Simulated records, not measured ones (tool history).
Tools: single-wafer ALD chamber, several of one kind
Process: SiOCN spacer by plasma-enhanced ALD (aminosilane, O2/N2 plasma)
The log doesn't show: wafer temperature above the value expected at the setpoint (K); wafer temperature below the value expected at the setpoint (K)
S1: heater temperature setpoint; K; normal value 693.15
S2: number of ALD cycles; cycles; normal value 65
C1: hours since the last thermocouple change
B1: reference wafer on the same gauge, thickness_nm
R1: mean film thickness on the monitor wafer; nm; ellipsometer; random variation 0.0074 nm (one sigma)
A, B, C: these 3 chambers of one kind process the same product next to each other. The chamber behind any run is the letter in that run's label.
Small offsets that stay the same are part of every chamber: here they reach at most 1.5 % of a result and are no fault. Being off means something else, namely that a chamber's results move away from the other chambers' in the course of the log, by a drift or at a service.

| run | day | S1 | S2 | C1 | B1 | R1 |
|---|---|---|---|---|---|---|
| 1A | 0.529 | 693.15 | 65 | 648.2 | 4.1223 | 3.7070 |
| 2C | 0.971 | 693.15 | 65 | 1385.3 | 4.1199 | 3.7028 |
| 3B | 1.504 | 693.15 | 65 | 274.2 | 4.1213 | 3.6417 |
| 4A | 1.862 | 693.15 | 65 | 680.2 | 4.1211 | 3.7122 |
| 5C | 2.358 | 693.15 | 65 | 1418.6 | 4.1212 | 3.6895 |
| 6B | 2.767 | 693.15 | 59 | 304.5 | 4.1212 | 3.3049 |
| 7B | 3.362 | 693.15 | 59 | 318.8 | 4.1215 | 3.3121 |
| 8A | 3.888 | 693.15 | 59 | 728.8 | 4.1180 | 3.3631 |
| 9C | 4.346 | 693.15 | 65 | 1466.3 | 4.1191 | 3.6963 |
| 10B | 4.929 | 693.15 | 65 | 356.4 | 4.1194 | 3.6367 |
| 11C | 5.500 | 687.15 | 77 | 1494.0 | 4.1185 | 4.4499 |
| 12A | 6.025 | 687.15 | 77 | 780.1 | 4.1202 | 4.4566 |
| 13B | 6.504 | 687.15 | 77 | 394.2 | 4.1204 | 4.4083 |
| 14A | 7.121 | 693.15 | 70 | 806.4 | 4.1200 | 3.9999 |
|  | 7.558 | chamber C: thermocouple changed; heater temperature recalibrated |
| 15C | 7.654 | 693.15 | 70 | 2.4 | 4.1200 | 4.0452 |
| 16A | 8.104 | 693.15 | 70 | 830.0 | 4.1199 | 3.9841 |
| 17C | 8.417 | 693.15 | 78 | 20.7 | 4.1215 | 4.5004 |
| 18B | 8.854 | 693.15 | 78 | 450.6 | 4.1192 | 4.3762 |
| 19C | 9.275 | 693.15 | 78 | 41.3 | 4.1196 | 4.5263 |
| 20A | 9.671 | 693.15 | 65 | 867.6 | 4.1214 | 3.7011 |
| 21B | 9.988 | 693.15 | 65 | 477.8 | 4.1212 | 3.6536 |
| 22C | 10.383 | 693.15 | 65 | 67.9 | 4.1204 | 3.7517 |
| 23A | 10.767 | 693.15 | 65 | 893.9 | 4.1217 | 3.7090 |
| 24B | 11.225 | 693.15 | 65 | 507.5 | 4.1191 | 3.6547 |
| 25B | 11.525 | 693.15 | 65 | 514.7 | 4.1209 | 3.6388 |
| 26A | 11.988 | 693.15 | 65 | 923.2 | 4.1197 | 3.6968 |
| 27C | 12.508 | 693.15 | 65 | 118.9 | 4.1201 | 3.7558 |
| 28C | 13.004 | 693.15 | 65 | 130.8 | 4.1198 | 3.7736 |
| 29B | 13.521 | 693.15 | 65 | 562.6 | 4.1199 | 3.6364 |

One chamber off, gauge drift, or nothing amiss beyond the chambers' own small offsets? If it is a chamber, which one, and what is the likeliest cause?

A service on chamber C put it out of line with the rest.
Cause: wafer temperature below the value expected at the setpoint (K) = 5.67.

Which of the 4 candidates below, each the usual settings with something changed and its results left as question marks, puts chamber C back in line with what the other chambers give on the usual settings?
In line here means within this much of the mean the other chambers give on the usual settings: R1 0.0290 nm
| 30C-1 | 13.967 | 681.15 | 65 |  |  | ? |
| 30C-2 | 13.967 | 701.15 | 65 |  |  | ? |
| 30C-3 | 13.967 | 685.15 | 65 |  |  | ? |
| 30C-4 | 13.967 | 705.15 | 65 |  |  | ? |

What the other chambers average on the usual settings: R1 3.6731 nm
| run | R1 |
|---|---|
| 30C-1 | 3.8995 |
| 30C-2 | 3.6672 |
| 30C-3 | 3.8531 |
| 30C-4 | 3.6208 |
Change 30C-2 lands the chamber within the allowed miss of the other chambers.

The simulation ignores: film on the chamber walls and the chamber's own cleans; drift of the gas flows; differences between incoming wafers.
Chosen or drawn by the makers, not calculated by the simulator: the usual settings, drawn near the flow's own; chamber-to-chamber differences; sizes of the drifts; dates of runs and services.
